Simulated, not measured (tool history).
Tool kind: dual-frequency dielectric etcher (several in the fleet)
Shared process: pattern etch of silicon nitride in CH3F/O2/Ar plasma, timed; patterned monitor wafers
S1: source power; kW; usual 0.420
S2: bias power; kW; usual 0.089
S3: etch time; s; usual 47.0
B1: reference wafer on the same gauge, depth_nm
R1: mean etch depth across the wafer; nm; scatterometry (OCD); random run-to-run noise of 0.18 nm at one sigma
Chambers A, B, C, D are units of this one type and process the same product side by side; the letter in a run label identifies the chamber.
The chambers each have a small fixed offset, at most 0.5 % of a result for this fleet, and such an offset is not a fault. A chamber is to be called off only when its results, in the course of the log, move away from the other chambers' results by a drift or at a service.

| run | hour | S1 | S2 | S3 | B1 | R1 |
|---|---|---|---|---|---|---|
| 1A | 6.8 | 0.420 | 0.089 | 47.0 | 36.445 | 36.326 |
| 2D | 11.9 | 0.420 | 0.089 | 47.0 | 36.397 | 36.035 |
| 3C | 17.2 | 0.420 | 0.089 | 47.0 | 36.409 | 36.554 |
| 4B | 22.8 | 0.420 | 0.089 | 47.0 | 36.399 | 36.038 |
| 5C | 28.4 | 0.420 | 0.089 | 47.0 | 36.415 | 36.567 |
| 6B | 35.0 | 0.420 | 0.089 | 47.0 | 36.387 | 36.478 |
| 7D | 39.0 | 0.420 | 0.089 | 47.0 | 36.455 | 35.806 |
| 8A | 43.5 | 0.420 | 0.089 | 47.0 | 36.359 | 36.565 |
| 9A | 50.7 | 0.420 | 0.089 | 47.0 | 36.371 | 36.554 |
| 10D | 55.8 | 0.420 | 0.089 | 47.0 | 36.426 | 36.099 |
| 11C | 62.1 | 0.420 | 0.089 | 47.0 | 36.408 | 36.352 |
| 12B | 66.9 | 0.420 | 0.089 | 47.0 | 36.407 | 36.287 |
| 13B | 72.3 | 0.420 | 0.089 | 47.0 | 36.438 | 36.233 |
| 14D | 77.2 | 0.420 | 0.089 | 47.0 | 36.386 | 36.157 |
| 15A | 82.7 | 0.420 | 0.089 | 47.0 | 36.351 | 36.208 |
| 16C | 89.5 | 0.420 | 0.089 | 47.0 | 36.439 | 36.519 |
| 17C | 93.9 | 0.490 | 0.089 | 47.0 | 36.362 | 38.797 |
| 18A | 99.2 | 0.490 | 0.089 | 47.0 | 36.362 | 38.478 |
|  | 103.4 | chamber C: wet clean of the chamber |
| 19B | 103.6 | 0.490 | 0.089 | 47.0 | 36.405 | 38.093 |
| 20D | 110.3 | 0.490 | 0.089 | 47.0 | 36.391 | 38.526 |
| 21B | 113.7 | 0.420 | 0.089 | 47.0 | 36.417 | 36.300 |
| 22D | 117.6 | 0.420 | 0.080 | 57.5 | 36.335 | 42.520 |
| 23C | 121.7 | 0.420 | 0.080 | 57.5 | 36.369 | 42.688 |
|  | 125.0 | chamber A: wet clean of the chamber |
| 24A | 129.0 | 0.420 | 0.080 | 57.5 | 36.392 | 42.900 |
| 25D | 133.6 | 0.420 | 0.080 | 57.5 | 36.414 | 42.402 |
| 26C | 139.5 | 0.420 | 0.089 | 47.0 | 36.419 | 36.441 |
| 27B | 145.7 | 0.420 | 0.089 | 47.0 | 36.382 | 36.328 |
| 28A | 150.7 | 0.420 | 0.089 | 47.0 | 36.390 | 36.375 |
| 29A | 155.6 | 0.420 | 0.089 | 47.0 | 36.408 | 36.224 |
| 30C | 159.3 | 0.420 | 0.089 | 47.0 | 36.400 | 36.258 |
| 31B | 166.1 | 0.420 | 0.089 | 47.0 | 36.389 | 36.333 |
| 32D | 170.9 | 0.420 | 0.075 | 39.0 | 36.442 | 28.349 |
| 33D | 176.1 | 0.420 | 0.075 | 39.0 | 36.409 | 28.202 |
| 34C | 181.5 | 0.420 | 0.075 | 39.0 | 36.376 | 28.421 |
| 35A | 187.4 | 0.420 | 0.075 | 39.0 | 36.419 | 28.383 |
| 36B | 192.7 | 0.420 | 0.089 | 47.0 | 36.374 | 35.798 |
| 37C | 196.7 | 0.420 | 0.089 | 47.0 | 36.400 | 36.212 |
| 38D | 203.0 | 0.420 | 0.089 | 47.0 | 36.446 | 36.197 |
| 39A | 209.5 | 0.420 | 0.089 | 47.0 | 36.337 | 36.701 |
| 40B | 216.6 | 0.420 | 0.089 | 47.0 | 36.436 | 36.285 |
| 41A | 223.0 | 0.420 | 0.089 | 47.0 | 36.379 | 35.986 |
| 42B | 228.9 | 0.420 | 0.089 | 47.0 | 36.408 | 35.915 |

Has any chamber moved away from the others, gradually or after a service, or does the common gauge drift, or do the chambers differ only by their own small steady offsets? State the chamber and the most likely cause if one applies.

Beyond each chamber's small constant offset nothing stands out, and the gauge stays steady.
